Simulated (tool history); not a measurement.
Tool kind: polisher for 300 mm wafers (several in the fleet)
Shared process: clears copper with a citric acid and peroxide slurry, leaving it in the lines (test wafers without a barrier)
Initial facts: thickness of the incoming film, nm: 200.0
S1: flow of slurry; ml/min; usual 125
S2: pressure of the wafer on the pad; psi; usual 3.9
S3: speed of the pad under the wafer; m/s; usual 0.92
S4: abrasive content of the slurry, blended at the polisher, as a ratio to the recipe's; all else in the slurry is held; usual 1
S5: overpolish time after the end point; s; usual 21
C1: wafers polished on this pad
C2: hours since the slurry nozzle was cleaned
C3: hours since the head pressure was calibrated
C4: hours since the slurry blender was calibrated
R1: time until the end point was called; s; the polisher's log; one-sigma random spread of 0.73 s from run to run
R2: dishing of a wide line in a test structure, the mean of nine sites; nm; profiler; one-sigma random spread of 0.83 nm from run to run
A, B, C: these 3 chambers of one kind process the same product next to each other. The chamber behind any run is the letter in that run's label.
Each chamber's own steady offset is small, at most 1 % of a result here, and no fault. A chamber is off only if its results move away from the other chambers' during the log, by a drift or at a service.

run   hour   S1   S2    S3  S4  S5    C1     C2     C3     C4      R1      R2
 1B    7.8  125  3.9  0.92   1  21   655  218.2  260.7  341.9  70.418  38.843
 2C   16.6  125  3.9  0.92   1  21   374  721.9  325.8  437.2  69.743  40.382
 3A   24.4  125  3.9  0.92   1  21   192  463.6  290.3   45.4  68.331  40.348
      28.4  -- chamber B: worn pad replaced by a new one
 4C   32.2  125  3.9  0.92   1  21   474  737.5  341.4  452.8  68.748  39.596
      40.1  -- chamber C: slurry blender recalibrated
 5B   41.7  125  3.9  0.92   1  21    85  252.1  294.6  375.8  68.927  40.609
 6A   51.2  125  3.9  0.92   1  21   363  490.4  317.1   72.2  68.631  38.049
      56.3  -- chamber B: slurry blender recalibrated
 7B   61.1  125  3.9  0.92   1  21   209  271.5  314.0    4.9  70.318  41.247
 8A   67.2  125  3.9  0.92   1  21   466  506.4  333.1   88.2  67.445  40.645
      73.7  -- chamber B: slurry nozzle cleaned
 9C   78.8  125  3.9  0.92   1  21   772  784.1  388.0   38.8  70.126  40.208
      80.3  -- chamber C: head pressure recalibrated
10A   90.5  125  3.9  0.92   1  21   615  529.7  356.4  111.5  68.410  39.311
      96.9  -- chamber A: slurry blender recalibrated
11C  101.1  125  3.9  0.92   1  21   915  806.4   20.9   61.1  75.334  37.168
     105.2  -- chamber C: worn pad replaced by a new one
12B  108.2  125  3.9  0.92   1  21   510   34.5  361.1   52.0  68.901  40.492
13C  119.4  125  3.9  0.92   1  21    90  824.7   39.2   79.4  74.030  37.307
14B  129.8  125  3.9  0.92   1  21   649   56.1  382.7   73.6  68.857  40.164
15A  138.7  125  3.9  0.92   1  21   923  577.9  404.6   41.8  69.653  38.466
     145.1  -- chamber C: slurry nozzle cleaned
16A  145.2  125  3.9  0.92   1  21   965  584.4  411.1   48.3  69.398  41.217
17C  155.8  125  3.9  0.92   1  21   323   10.8   75.6  115.8  75.177  38.021
     157.1  -- chamber B: worn pad replaced by a new one
18B  163.4  125  3.9  0.92   1  21    40   89.7  416.3  107.2  70.406  39.927
19B  175.4  125  3.9  0.92   1  21   117  101.7  428.3  119.2  68.687  40.600
20A  186.7  125  3.9  0.92   1  21  1230  625.9  452.6   89.8  69.041  40.667
21C  192.4  125  3.9  0.92   1  21   557   47.4  112.2  152.4  74.742  37.601
22B  201.8  125  3.9  0.92   1  21   286  128.1  454.7  145.6  69.564  39.551
     204.1  -- chamber A: worn pad replaced by a new one
23A  208.6  125  3.9  0.92   1  21    28  647.8  474.5  111.7  68.499  40.690

Predict what each chamber gives when all 3 of them run the settings below next.
24A  217.6  125  3.9  0.92   1  21                   ?   ?
24B  217.6  125  3.9  0.92   1  21                   ?   ?
24C  217.6  125  3.9  0.92   1  21                   ?   ?

run      R1      R2
24A  69.056  39.192
24B  68.873  39.825
24C  74.837  38.894

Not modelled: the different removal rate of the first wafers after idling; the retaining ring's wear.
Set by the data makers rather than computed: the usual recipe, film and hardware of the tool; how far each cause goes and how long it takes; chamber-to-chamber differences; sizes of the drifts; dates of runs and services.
